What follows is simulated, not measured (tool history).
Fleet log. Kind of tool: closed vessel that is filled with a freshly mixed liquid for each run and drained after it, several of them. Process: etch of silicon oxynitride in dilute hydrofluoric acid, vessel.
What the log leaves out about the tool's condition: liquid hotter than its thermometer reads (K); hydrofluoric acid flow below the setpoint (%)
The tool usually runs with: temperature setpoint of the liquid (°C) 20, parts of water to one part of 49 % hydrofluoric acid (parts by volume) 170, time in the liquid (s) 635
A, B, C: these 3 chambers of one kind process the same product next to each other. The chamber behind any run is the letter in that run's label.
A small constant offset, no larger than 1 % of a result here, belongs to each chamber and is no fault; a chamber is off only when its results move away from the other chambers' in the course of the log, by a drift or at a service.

run,hour,temperature setpoint of the liquid (°C),parts of water to one part of 49 % hydrofluoric acid (parts by volume),time in the liquid (s),hours since the thermometer was replaced,hours since the hydrofluoric acid flow meter was replaced,"read-back film thickness of the silicon oxynitride reference wafer, read on the same gauge (nm)",thickness taken off the silicon oxynitride on a monitor wafer (nm)
1C,8.7,20,170,635,2091.2,438.0,70.001,11.097
2B,18.5,20,170,635,432.0,977.7,70.002,10.870
3A,25.2,20,170,635,240.9,420.9,69.996,10.728
4C,31.5,20,170,635,2114.0,460.8,69.981,10.980
5A,38.5,20,170,635,254.2,434.2,69.981,11.102
6B,44.0,20,170,635,457.5,1003.2,69.991,10.925
7B,53.4,20,170,635,466.9,1012.6,69.997,10.912
8C,62.8,20,170,635,2145.3,492.1,70.007,11.044
9A,74.8,20,170,635,290.5,470.5,70.034,11.015
10B,87.1,20,170,635,500.6,1046.3,69.966,10.752
11A,99.2,20,170,635,314.9,494.9,69.990,10.933
12C,105.1,20,170,635,2187.6,534.4,69.982,11.033
13C,114.9,23,120,635,2197.4,544.2,70.000,18.548
14B,121.2,23,120,635,534.7,1080.4,69.991,18.212
15A,133.2,23,120,635,348.9,528.9,69.972,19.096
16C,140.2,20,170,635,2222.7,569.5,69.982,10.927
17B,150.8,20,170,635,564.3,1110.0,69.997,10.957
18A,158.9,20,170,635,374.6,554.6,69.989,11.371
19B,168.6,20,170,635,582.1,1127.8,69.991,10.827
20A,178.1,20,170,635,393.8,573.8,70.003,11.194
21C,184.0,20,170,635,2266.5,613.3,70.000,11.107
22C,192.8,20,170,635,2275.3,622.1,70.022,11.067
23A,202.7,20,170,635,418.4,598.4,70.018,11.310
24B,208.3,20,170,635,621.8,1167.5,69.983,10.879
25C,216.8,20,115,635,2299.3,646.1,69.970,16.909
26B,227.9,20,115,635,641.4,1187.1,69.972,16.493
27A,233.6,20,115,635,449.3,629.3,70.017,17.771

For the next run the whole fleet of 3 chambers uses the same settings. Give each chamber's results:
28A,242.7,20,170,820,,,,?
28B,242.7,20,170,820,,,,?
28C,242.7,20,170,820,,,,?

run,thickness taken off the silicon oxynitride on a monitor wafer (nm)
28A,14.816
28B,14.078
28C,14.047
